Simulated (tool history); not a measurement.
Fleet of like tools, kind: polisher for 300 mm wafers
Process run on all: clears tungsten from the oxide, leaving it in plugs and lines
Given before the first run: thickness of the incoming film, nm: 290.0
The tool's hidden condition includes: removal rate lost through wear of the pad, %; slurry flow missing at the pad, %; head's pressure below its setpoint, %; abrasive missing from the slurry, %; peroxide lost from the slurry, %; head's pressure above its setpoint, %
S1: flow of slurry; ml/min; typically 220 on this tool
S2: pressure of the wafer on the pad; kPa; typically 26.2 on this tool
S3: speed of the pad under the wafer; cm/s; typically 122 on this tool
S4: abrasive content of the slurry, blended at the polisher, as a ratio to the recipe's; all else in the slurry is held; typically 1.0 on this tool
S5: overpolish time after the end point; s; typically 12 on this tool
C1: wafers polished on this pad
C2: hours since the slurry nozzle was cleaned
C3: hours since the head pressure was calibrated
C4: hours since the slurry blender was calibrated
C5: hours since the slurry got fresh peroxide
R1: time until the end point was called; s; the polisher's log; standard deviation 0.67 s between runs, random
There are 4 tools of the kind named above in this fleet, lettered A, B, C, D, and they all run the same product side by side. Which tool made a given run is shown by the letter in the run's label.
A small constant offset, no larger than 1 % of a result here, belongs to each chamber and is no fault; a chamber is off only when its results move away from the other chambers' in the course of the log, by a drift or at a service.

-- hour=3.0 chamber B: slurry tank refilled with fresh slurry and peroxide
run 1B hour=8.4 | S1=220 S2=26.2 S3=122 S4=1.0 S5=12 | C1=455 C2=181.7 C3=150.6 C4=51.5 C5=5.5 | R1=50.610
run 2A hour=19.7 | S1=220 S2=26.2 S3=122 S4=1.0 S5=12 | C1=973 C2=162.9 C3=881.7 C4=198.4 C5=147.8 | R1=50.721
-- hour=29.6 chamber D: slurry tank refilled with fresh slurry and peroxide
run 3C hour=33.6 | S1=220 S2=26.2 S3=122 S4=1.0 S5=12 | C1=224 C2=66.2 C3=250.8 C4=179.8 C5=54.0 | R1=49.394
-- hour=36.8 chamber A: slurry tank refilled with fresh slurry and peroxide
run 4D hour=42.0 | S1=220 S2=26.2 S3=122 S4=1.0 S5=12 | C1=422 C2=191.2 C3=1248.5 C4=196.4 C5=12.4 | R1=51.121
-- hour=48.7 chamber B: slurry tank refilled with fresh slurry and peroxide
-- hour=49.2 chamber B: slurry blender recalibrated
run 5C hour=53.7 | S1=220 S2=26.2 S3=122 S4=1.0 S5=12 | C1=357 C2=86.3 C3=270.9 C4=199.9 C5=74.1 | R1=50.397
-- hour=57.9 chamber D: worn pad replaced by a new one
-- hour=59.9 chamber C: slurry blender recalibrated
run 6A hour=68.2 | S1=220 S2=26.2 S3=122 S4=1.0 S5=12 | C1=1295 C2=211.4 C3=930.2 C4=246.9 C5=31.4 | R1=50.381
-- hour=74.7 chamber B: worn pad replaced by a new one
-- hour=75.2 chamber A: worn pad replaced by a new one
run 7B hour=81.1 | S1=220 S2=26.2 S3=122 S4=1.0 S5=12 | C1=43 C2=254.4 C3=223.3 C4=32.0 C5=32.5 | R1=49.907
run 8D hour=92.2 | S1=270 S2=26.2 S3=122 S4=1.3 S5=12 | C1=227 C2=241.4 C3=1298.7 C4=246.6 C5=62.6 | R1=46.876
-- hour=92.8 chamber C: worn pad replaced by a new one
-- hour=104.1 chamber B: slurry tank refilled with fresh slurry and peroxide
run 9D hour=106.0 | S1=270 S2=26.2 S3=122 S4=1.3 S5=12 | C1=319 C2=255.2 C3=1312.5 C4=260.4 C5=76.4 | R1=46.581
-- hour=119.1 chamber D: head pressure recalibrated
run 10A hour=120.0 | S1=270 S2=26.2 S3=122 S4=1.3 S5=12 | C1=297 C2=263.2 C3=982.0 C4=298.7 C5=83.2 | R1=47.006
-- hour=123.6 chamber D: slurry blender recalibrated
-- hour=123.7 chamber C: slurry tank refilled with fresh slurry and peroxide
run 11C hour=128.8 | S1=270 S2=26.2 S3=122 S4=1.3 S5=12 | C1=239 C2=161.4 C3=346.0 C4=69.0 C5=5.1 | R1=47.285
-- hour=135.1 chamber D: worn pad replaced by a new one
run 12B hour=142.6 | S1=220 S2=26.2 S3=122 S4=1.0 S5=12 | C1=451 C2=315.9 C3=284.8 C4=93.5 C5=38.6 | R1=50.347
-- hour=143.1 chamber B: slurry blender recalibrated
-- hour=144.2 chamber B: slurry nozzle cleaned
run 13C hour=154.2 | S1=220 S2=26.2 S3=122 S4=1.0 S5=12 | C1=407 C2=186.8 C3=371.4 C4=94.4 C5=30.5 | R1=50.797
-- hour=159.0 chamber B: slurry tank refilled with fresh slurry and peroxide
run 14A hour=163.8 | S1=220 S2=26.2 S3=122 S4=1.0 S5=12 | C1=588 C2=307.0 C3=1025.8 C4=342.5 C5=127.0 | R1=50.573
run 15B hour=173.0 | S1=220 S2=26.2 S3=122 S4=1.0 S5=12 | C1=652 C2=28.8 C3=315.2 C4=30.0 C5=14.0 | R1=48.895
-- hour=176.8 chamber C: worn pad replaced by a new one
run 16D hour=180.4 | S1=220 S2=26.2 S3=122 S4=1.0 S5=12 | C1=301 C2=329.6 C3=61.4 C4=56.9 C5=150.8 | R1=47.826
-- hour=183.6 chamber D: slurry tank refilled with fresh slurry and peroxide
run 17A hour=190.8 | S1=220 S2=26.2 S3=122 S4=1.0 S5=18 | C1=767 C2=334.0 C3=1052.8 C4=369.5 C5=154.0 | R1=51.261
-- hour=194.2 chamber A: slurry blender recalibrated
run 18B hour=198.8 | S1=220 S2=26.2 S3=122 S4=1.0 S5=18 | C1=823 C2=54.6 C3=341.0 C4=55.8 C5=39.8 | R1=49.742
-- hour=202.9 chamber A: slurry tank refilled with fresh slurry and peroxide
-- hour=207.9 chamber B: slurry tank refilled with fresh slurry and peroxide
-- hour=208.5 chamber B: head pressure recalibrated
run 19C hour=209.6 | S1=220 S2=26.2 S3=122 S4=1.0 S5=18 | C1=217 C2=242.2 C3=426.8 C4=149.8 C5=85.9 | R1=50.558
-- hour=209.8 chamber B: worn pad replaced by a new one
run 20D hour=222.6 | S1=220 S2=26.2 S3=122 S4=1.0 S5=18 | C1=580 C2=371.8 C3=103.6 C4=99.1 C5=39.0 | R1=46.495
-- hour=225.8 chamber C: slurry blender recalibrated
-- hour=226.1 chamber D: worn pad replaced by a new one
-- hour=231.9 chamber A: head pressure recalibrated
run 21A hour=233.1 | S1=220 S2=26.2 S3=122 S4=1.0 S5=12 | C1=1047 C2=376.3 C3=1.3 C4=38.9 C5=30.3 | R1=50.494
run 22C hour=240.6 | S1=220 S2=26.2 S3=122 S4=1.0 S5=12 | C1=423 C2=273.2 C3=457.8 C4=14.8 C5=116.9 | R1=50.958
-- hour=242.2 chamber B: slurry blender recalibrated
run 23B hour=248.0 | S1=220 S2=26.2 S3=122 S4=1.0 S5=12 | C1=253 C2=103.8 C3=39.5 C4=5.9 C5=40.1 | R1=49.977
run 24D hour=256.2 | S1=220 S2=26.2 S3=122 S4=1.0 S5=12 | C1=200 C2=405.4 C3=137.2 C4=132.7 C5=72.6 | R1=46.516
-- hour=259.5 chamber C: slurry tank refilled with fresh slurry and peroxide
run 25C hour=263.4 | S1=220 S2=26.2 S3=122 S4=1.0 S5=12 | C1=574 C2=296.0 C3=480.6 C4=37.6 C5=3.9 | R1=50.671

Has any chamber moved away from the others, gradually or after a service, or does the common gauge drift, or do the chambers differ only by their own small steady offsets? State the chamber and the most likely cause if one applies.

A service left chamber D off against the others.
What lies behind it: head's pressure above its setpoint, % = 7.5.

Here are 4 candidates for chamber D's next run, each the usual settings with a change, their results left as question marks. Which one brings its results back in line with what the others give on the usual settings?
Maximum distance from the other chambers' mean on the usual settings for a result to count as in line: R1 2.300 s
run 26D-1 hour=273.7 | S1=215 S2=26.2 S3=104 S4=1.00 S5=12 | R1=?
run 26D-2 hour=273.7 | S1=220 S2=26.9 S3=126 S4=1.00 S5=12 | R1=?
run 26D-3 hour=273.7 | S1=220 S2=25.5 S3=118 S4=1.00 S5=12 | R1=?
run 26D-4 hour=273.7 | S1=225 S2=29.6 S3=122 S4=1.05 S5=12 | R1=?

Mean of the other chambers on the usual settings: R1 50.625 s
run=26D-1 R1=55.769
run=26D-2 R1=44.596
run=26D-3 R1=50.219
run=26D-4 R1=41.237
26D-3 is the one that brings the chamber's results back in line with the other chambers.
